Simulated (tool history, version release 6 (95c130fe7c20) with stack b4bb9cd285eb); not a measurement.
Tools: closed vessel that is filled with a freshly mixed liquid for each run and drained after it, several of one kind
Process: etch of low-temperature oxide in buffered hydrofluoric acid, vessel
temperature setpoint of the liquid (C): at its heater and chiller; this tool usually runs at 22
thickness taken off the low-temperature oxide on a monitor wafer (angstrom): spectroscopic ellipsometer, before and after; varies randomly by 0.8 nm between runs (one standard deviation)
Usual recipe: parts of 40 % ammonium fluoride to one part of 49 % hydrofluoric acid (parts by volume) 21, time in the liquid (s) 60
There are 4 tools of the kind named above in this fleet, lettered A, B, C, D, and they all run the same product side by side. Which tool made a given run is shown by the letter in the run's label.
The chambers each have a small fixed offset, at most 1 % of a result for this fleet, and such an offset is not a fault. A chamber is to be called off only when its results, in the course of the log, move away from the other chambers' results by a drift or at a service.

run	hour	temperature setpoint of the liquid (C)	parts of 40 % ammonium fluoride to one part of 49 % hydrofluoric acid (parts by volume)	time in the liquid (s)	read-back film thickness of the low-temperature oxide reference wafer, read on the same gauge (nm)	thickness taken off the low-temperature oxide on a monitor wafer (angstrom)
1B	11.8	22	21	60	129.99	1079.9
2C	20	22	21	60	130	1085.9
3A	33.8	22	21	60	130	1093.4
4D	42.3	22	21	60	130.01	1088.1
5A	51.3	22	21	60	130.01	1078.5
6D	61.8	22	21	60	129.99	1085
7C	73.2	22	21	60	130.01	1068.6
8B	84.7	22	21	60	129.98	1073.5
9C	96.5	22	21	60	130.01	1087.5
10D	103.6	22	21	60	129.99	1062.6
11B	114.1	22	21	60	130.01	1068.8
12A	125	22	21	60	130	1082.5
13C	138.4	22	21	60	130	1064.8
14A	149.6	22	21	60	129.99	1067.9
15B	162.4	22	13.5	60	130.05	1671.8
16D	172.9	22	13.5	60	130.04	1638.4
17C	180.4	22	13.5	60	129.99	1571.5
18B	191	22	13.5	60	129.99	1616.9
19D	199.1	22	21	60	129.98	1090.1
20A	209.2	22	21	60	129.99	1077.9
21A	220.1	22	21	60	129.99	1083.6
22C	233.6	22	21	60	130.03	1056.7
# hour 241.7: chamber A: thermometer replaced
23D	243.1	22	21	60	129.99	1084.4
# hour 254.2: chamber A: hydrofluoric acid flow meter replaced
24B	256.2	22	21	60	130.03	1078.7
25C	265.8	22	21	60	129.96	1052.5
26A	272.8	22	21	60	130.04	1088.9
27D	285.9	22	21	60	130.01	1066.6

Next, every chamber runs the same settings. What will each give?
28A	295.8	22	21	60		?
28B	295.8	22	21	60		?
28C	295.8	22	21	60		?
28D	295.8	22	21	60		?

run	thickness taken off the low-temperature oxide on a monitor wafer (angstrom)
28A	1093.5
28B	1067.2
28C	1022
28D	1081.5
